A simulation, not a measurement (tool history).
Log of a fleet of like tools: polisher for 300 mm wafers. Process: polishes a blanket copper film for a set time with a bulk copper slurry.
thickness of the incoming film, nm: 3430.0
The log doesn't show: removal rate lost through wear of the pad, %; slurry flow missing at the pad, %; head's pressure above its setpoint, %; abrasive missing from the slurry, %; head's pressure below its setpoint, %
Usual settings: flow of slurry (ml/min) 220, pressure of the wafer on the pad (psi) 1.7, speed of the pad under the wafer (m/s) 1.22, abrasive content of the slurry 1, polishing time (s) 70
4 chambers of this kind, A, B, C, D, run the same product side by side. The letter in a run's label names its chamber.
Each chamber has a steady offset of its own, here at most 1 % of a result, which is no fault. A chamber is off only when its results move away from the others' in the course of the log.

run,hour,flow of slurry (ml/min),pressure of the wafer on the pad (psi),speed of the pad under the wafer (m/s),abrasive content of the slurry,polishing time (s),wafers polished on this pad,hours since the slurry nozzle was cleaned,hours since the head pressure was calibrated,hours since the slurry blender was calibrated,film removed (angstrom)
# hour 7: chamber A: head pressure recalibrated
# hour 7.4: chamber C: head pressure recalibrated
# hour 10.4: chamber D: worn pad replaced by a new one
1D,13.6,220,1.7,1.22,1,70,34,404.9,597.4,166,4294.5
2A,25.9,220,1.7,1.22,1,70,1132,37.7,19,145.8,4311.3
3B,37.7,220,1.7,1.22,1,70,968,184.4,133.4,180.8,4239.1
# hour 46.4: chamber A: worn pad replaced by a new one
4C,49.7,220,1.7,1.22,1,70,771,106,42.3,147.5,4305.7
5C,61.7,220,1.7,1.22,1,70,899,118,54.3,159.5,4264.1
6D,68.8,220,1.7,1.22,1,70,623,460.1,652.6,221.2,4245.2
7A,75.2,220,1.7,1.22,1,88,308,87,68.3,195.1,5399
# hour 77.8: chamber B: worn pad replaced by a new one
8B,87.9,220,1.7,1.22,1,88,108,234.6,183.6,231,5366.3
# hour 93.8: chamber C: worn pad replaced by a new one
9C,100.9,220,1.7,1.22,1,88,76,157.2,93.5,198.7,5367.6
10D,113.3,220,1.7,1.22,1,88,1099,504.6,697.1,265.7,5369.7
11A,126.5,250,1.7,1.22,1,61,856,138.3,119.6,246.4,3798.1
# hour 136.8: chamber D: worn pad replaced by a new one
12B,138.5,250,1.7,1.22,1,61,649,285.2,234.2,281.6,3738.9
13C,148.9,250,1.7,1.22,1,61,588,205.2,141.5,246.7,3813.7
14B,162.8,250,1.7,1.22,1,61,908,309.5,258.5,305.9,3758.6
# hour 166.6: chamber C: slurry blender recalibrated
# hour 167.5: chamber A: worn pad replaced by a new one
15A,174.3,220,1.7,1.22,1,70,72,186.1,167.4,294.2,4292.1
16D,186.2,220,1.7,1.22,1,70,528,577.5,770,338.6,4282.2
17B,194.3,220,1.7,1.22,1,70,1245,341,290,337.4,4319.2
# hour 201.8: chamber C: worn pad replaced by a new one
18A,206.2,155,1.7,0.92,1,70,413,218,199.3,326.1,3047.5
# hour 208.6: chamber B: worn pad replaced by a new one
19C,218.9,155,1.7,0.92,1,70,183,275.2,211.5,52.4,3093.1
# hour 229.3: chamber D: slurry blender recalibrated
20D,229.7,155,1.7,0.92,1,70,993,621,813.5,0.4,3020.2
21B,237.4,155,1.7,0.92,1,70,308,384.1,333.1,380.5,3036.3
22A,245.4,220,1.7,1.22,1,70,832,257.2,238.5,365.3,4305.7
# hour 253.1: chamber D: worn pad replaced by a new one
23D,257.4,220,1.7,1.22,1,70,46,648.7,841.2,28.1,4306.5
# hour 265.9: chamber B: slurry blender recalibrated
24C,269.9,220,1.7,1.22,1,70,728,326.2,262.5,103.4,4332.6
# hour 279.8: chamber A: slurry nozzle cleaned
25C,281.9,220,1.7,1.22,1,70,856,338.2,274.5,115.4,4289.6
26D,293,220,1.7,1.22,1,70,426,684.3,876.8,63.7,4304.1
# hour 299.6: chamber A: worn pad replaced by a new one
27A,304.7,220,1.7,1.22,1,70,54,24.9,297.8,424.6,4354.9
28B,315.1,155,1.7,1.22,1,70,1138,461.8,410.8,49.2,4032
# hour 319.2: chamber A: slurry blender recalibrated
29B,324.5,155,1.7,1.22,1,70,1239,471.2,420.2,58.6,4041.3
30A,335.7,155,1.7,1.22,1,70,385,55.9,328.8,16.5,4093.8
# hour 336.1: chamber C: worn pad replaced by a new one
31C,342.1,155,1.7,1.22,1,70,64,398.4,334.7,175.6,4098.4
32D,356,220,1.7,1.22,1,70,1099,747.3,939.8,126.7,4230.8

Next, every chamber runs the same settings. What will each give?
33A,366,220,1.7,1.46,1,70,,,,,?
33B,366,220,1.7,1.46,1,70,,,,,?
33C,366,220,1.7,1.46,1,70,,,,,?
33D,366,220,1.7,1.46,1,70,,,,,?

run,film removed (angstrom)
33A,5097.6
33B,5045.2
33C,5132.8
33D,5089.1
